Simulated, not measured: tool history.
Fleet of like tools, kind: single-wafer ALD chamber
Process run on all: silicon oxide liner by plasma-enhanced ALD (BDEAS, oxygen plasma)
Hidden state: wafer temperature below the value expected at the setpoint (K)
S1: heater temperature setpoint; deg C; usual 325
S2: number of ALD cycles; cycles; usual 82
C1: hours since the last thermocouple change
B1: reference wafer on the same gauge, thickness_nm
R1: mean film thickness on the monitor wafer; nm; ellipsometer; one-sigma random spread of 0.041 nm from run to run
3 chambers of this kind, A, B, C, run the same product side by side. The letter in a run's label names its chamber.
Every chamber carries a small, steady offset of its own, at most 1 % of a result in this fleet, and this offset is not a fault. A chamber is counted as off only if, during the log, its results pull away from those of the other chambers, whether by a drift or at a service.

run 1A hour=11.6 | S1=325 S2=82 | C1=871.6 | B1=7.0298 | R1=7.445
run 2B hour=24.9 | S1=325 S2=82 | C1=1936.5 | B1=7.0371 | R1=7.3899
run 3C hour=33.3 | S1=325 S2=82 | C1=422.5 | B1=7.0357 | R1=7.3921
run 4C hour=45.7 | S1=325 S2=82 | C1=434.9 | B1=7.0278 | R1=7.3553
run 5B hour=55.4 | S1=325 S2=82 | C1=1967 | B1=7.0238 | R1=7.2912
run 6A hour=64.5 | S1=325 S2=82 | C1=924.5 | B1=7.0284 | R1=7.4199
run 7C hour=71.1 | S1=325 S2=82 | C1=460.3 | B1=7.0342 | R1=7.303
run 8A hour=78.5 | S1=325 S2=82 | C1=938.5 | B1=7.0335 | R1=7.4381
run 9B hour=87.9 | S1=325 S2=82 | C1=1999.5 | B1=7.0318 | R1=7.3498
run 10B hour=97.5 | S1=325 S2=82 | C1=2009.1 | B1=7.0285 | R1=7.3054
run 11A hour=110.8 | S1=315 S2=97 | C1=970.8 | B1=7.024 | R1=8.8562
run 12C hour=122.8 | S1=315 S2=97 | C1=512 | B1=7.0409 | R1=8.8595
run 13A hour=130.3 | S1=315 S2=97 | C1=990.3 | B1=7.0315 | R1=8.8218
run 14B hour=137 | S1=325 S2=82 | C1=2048.6 | B1=7.0279 | R1=7.2893
run 15C hour=144.9 | S1=325 S2=82 | C1=534.1 | B1=7.0287 | R1=7.3083
run 16A hour=151.4 | S1=325 S2=82 | C1=1011.4 | B1=7.0352 | R1=7.3718
run 17B hour=163.9 | S1=325 S2=82 | C1=2075.5 | B1=7.0238 | R1=7.3208
run 18C hour=173.6 | S1=325 S2=82 | C1=562.8 | B1=7.0298 | R1=7.3481
run 19C hour=181.7 | S1=325 S2=82 | C1=570.9 | B1=7.0385 | R1=7.3764
run 20B hour=192.7 | S1=325 S2=82 | C1=2104.3 | B1=7.0226 | R1=7.3651
run 21A hour=207 | S1=325 S2=82 | C1=1067 | B1=7.0353 | R1=7.3945
run 22B hour=214.5 | S1=325 S2=82 | C1=2126.1 | B1=7.0368 | R1=7.3752
run 23A hour=223.6 | S1=325 S2=88 | C1=1083.6 | B1=7.0357 | R1=7.9262
run 24C hour=237.4 | S1=325 S2=88 | C1=626.6 | B1=7.0299 | R1=7.8728
run 25B hour=247.8 | S1=325 S2=88 | C1=2159.4 | B1=7.0336 | R1=7.8924
run 26C hour=259.2 | S1=325 S2=82 | C1=648.4 | B1=7.025 | R1=7.2848
run 27A hour=267.2 | S1=325 S2=82 | C1=1127.2 | B1=7.0201 | R1=7.3905
run 28B hour=274.6 | S1=325 S2=82 | C1=2186.2 | B1=7.034 | R1=7.2706
run 29C hour=282.9 | S1=325 S2=82 | C1=672.1 | B1=7.0247 | R1=7.3651
run 30A hour=296.4 | S1=325 S2=72 | C1=1156.4 | B1=7.0306 | R1=6.4765
run 31A hour=309.1 | S1=325 S2=72 | C1=1169.1 | B1=7.0391 | R1=6.5296
run 32B hour=321 | S1=325 S2=72 | C1=2232.6 | B1=7.042 | R1=6.4606
run 33C hour=329.4 | S1=325 S2=82 | C1=718.6 | B1=7.03 | R1=7.3103
run 34A hour=343.2 | S1=325 S2=82 | C1=1203.2 | B1=7.0334 | R1=7.3944
run 35B hour=353.8 | S1=320 S2=82 | C1=2265.4 | B1=7.0357 | R1=7.3824

Which is it: a chamber that has drifted or been left off by a service, a gauge drift common to all chambers, or only each chamber's usual small offset? If a chamber is off, name it and its likeliest cause.

No chamber is off and the gauge is stable; the differences are just each chamber's small, constant offset.
